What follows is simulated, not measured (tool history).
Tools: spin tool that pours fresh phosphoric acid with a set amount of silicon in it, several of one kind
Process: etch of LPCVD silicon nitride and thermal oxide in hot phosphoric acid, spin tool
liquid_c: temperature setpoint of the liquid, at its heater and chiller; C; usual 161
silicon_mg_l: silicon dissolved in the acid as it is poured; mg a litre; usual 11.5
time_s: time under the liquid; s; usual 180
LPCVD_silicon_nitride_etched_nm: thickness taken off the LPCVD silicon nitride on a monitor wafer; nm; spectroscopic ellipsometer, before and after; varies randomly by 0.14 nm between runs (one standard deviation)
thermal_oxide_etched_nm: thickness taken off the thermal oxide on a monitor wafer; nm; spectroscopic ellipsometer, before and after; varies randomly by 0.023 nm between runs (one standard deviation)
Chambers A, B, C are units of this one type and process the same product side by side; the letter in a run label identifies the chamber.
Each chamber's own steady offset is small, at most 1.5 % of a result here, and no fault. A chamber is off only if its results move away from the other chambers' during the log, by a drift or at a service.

run   hour  liquid_c  silicon_mg_l  time_s  hours since the thermometer was replaced  hours since the dissolved silicon flow meter was replaced  hours since the heated supply line was repaired  read-back film thickness of the LPCVD silicon nitride reference wafer, read on the same gauge (nm)  read-back film thickness of the thermal oxide reference wafer, read on the same gauge (nm)  LPCVD_silicon_nitride_etched_nm  thermal_oxide_etched_nm
      11.6  -- chamber B: heated supply line repaired
 1A   12.7       161          11.5     180                                     824.5                                                      617.3                                             29.6                                                                                              130.01                                                                                      60.002                           18.238                  0.48833
 2B   19.8       161          11.5     180                                    1192.8                                                      761.5                                              8.3                                                                                              129.98                                                                                      60.041                           17.986                  0.39878
 3C   29.6       161          11.5     180                                    1658.3                                                     2335.3                                           1032.7                                                                                              130.01                                                                                      60.019                           18.142                  0.44205
      37.4  -- chamber C: dissolved silicon flow meter replaced
 4A   42.7       161          11.5     180                                     854.5                                                      647.3                                             59.6                                                                                              130.01                                                                                      60.004                           18.385                  0.40725
 5B   55.8     159.5          11.5     265                                    1228.8                                                      797.5                                             44.3                                                                                              130.02                                                                                      60.013                           25.234                  0.55548
 6C   63.7     159.5          11.5     265                                    1692.4                                                       26.3                                           1066.8                                                                                              130.02                                                                                      59.998                           25.481                  0.53309
 7B   73.4     159.5          11.5     265                                    1246.4                                                      815.1                                             61.9                                                                                              129.99                                                                                      59.983                           25.342                  0.54648
 8A   85.8       161          11.5     180                                     897.6                                                      690.4                                            102.7                                                                                              129.98                                                                                       59.98                           18.198                  0.37878
 9C     96       161          11.5     180                                    1724.7                                                       58.6                                           1099.1                                                                                              130.02                                                                                      59.966                           18.201                  0.40976
10A    104       161          11.5     180                                     915.8                                                      708.6                                            120.9                                                                                              129.98                                                                                       60.06                           18.163                  0.40141
11C  114.1       161          11.5     180                                    1742.8                                                       76.7                                           1117.2                                                                                              129.99                                                                                       60.01                            17.99                  0.44413
12B  126.4       161          11.5     180                                    1299.4                                                      868.1                                            114.9                                                                                              129.99                                                                                      60.029                           18.085                  0.44123
13A    138       161          11.5     180                                     949.8                                                      742.6                                            154.9                                                                                              129.99                                                                                      59.989                           18.243                  0.46056
14B  147.4       161          11.5     180                                    1320.4                                                      889.1                                            135.9                                                                                              129.99                                                                                      60.017                           17.844                   0.4506
15C  160.4       161          11.5     180                                    1789.1                                                        123                                           1163.5                                                                                              130.03                                                                                      60.047                           18.192                  0.42987
16B  170.1       161          11.5     180                                    1343.1                                                      911.8                                            158.6                                                                                              130.02                                                                                      60.042                            18.13                  0.38598
17A  184.5       161          11.5     180                                     996.3                                                      789.1                                            201.4                                                                                              130.04                                                                                      60.014                           18.219                  0.43549
18C  194.9       161          11.5     180                                    1823.6                                                      157.5                                             1198                                                                                              130.01                                                                                      60.013                           18.243                  0.41326
     197.2  -- chamber A: thermometer replaced
19C  207.9       161          11.5     180                                    1836.6                                                      170.5                                             1211                                                                                                 130                                                                                      59.997                           18.356                  0.40293
     212.8  -- chamber B: thermometer replaced
20B    216       161            18     180                                       3.3                                                      957.7                                            204.5                                                                                              129.98                                                                                      60.019                           18.103                  0.32734
21A  225.6       161            18     180                                      28.5                                                      830.2                                            242.5                                                                                              129.99                                                                                      59.968                           18.512                  0.39383
22B  232.3       161            18     180                                      19.6                                                        974                                            220.8                                                                                              130.01                                                                                      60.016                           18.002                  0.36229
23C  240.8       161          11.5     180                                    1869.5                                                      203.4                                           1243.9                                                                                                 130                                                                                      59.962                           18.103                  0.44504
24A  248.7       161          11.5     180                                      51.6                                                      853.3                                            265.6                                                                                              129.99                                                                                      60.019                           18.195                  0.40887
25B  262.5       161           4.5     180                                      49.8                                                     1004.2                                              251                                                                                                 130                                                                                      59.964                           18.238                  0.50548
26A  274.6       161           4.5     180                                      77.5                                                      879.2                                            291.5                                                                                              129.95                                                                                      59.951                           18.433                  0.49428
27C  286.6       161           4.5     180                                    1915.3                                                      249.2                                           1289.7                                                                                              129.98                                                                                      59.983                           18.297                  0.48324
28A  300.9     158.5          11.5     180                                     103.8                                                      905.5                                            317.8                                                                                              129.96                                                                                      59.996                           16.714                  0.37023
29C  311.6     158.5          11.5     180                                    1940.3                                                      274.2                                           1314.7                                                                                              130.02                                                                                      60.009                           16.843                  0.32741
30B    322     158.5          11.5     180                                     109.3                                                     1063.7                                            310.5                                                                                              129.97                                                                                      60.021                           16.482                  0.31004

Next, every chamber runs the same settings. What will each give?
31A  332.3       161          11.5     180                                                                                                                                                                                                                                                                                                                                                                                      ?                        ?
31B  332.3       161          11.5     180                                                                                                                                                                                                                                                                                                                                                                                      ?                        ?
31C  332.3       161          11.5     180                                                                                                                                                                                                                                                                                                                                                                                      ?                        ?

run  LPCVD_silicon_nitride_etched_nm  thermal_oxide_etched_nm
31A                           18.496                  0.46576
31B                           18.273                  0.41279
31C                           18.439                  0.44789
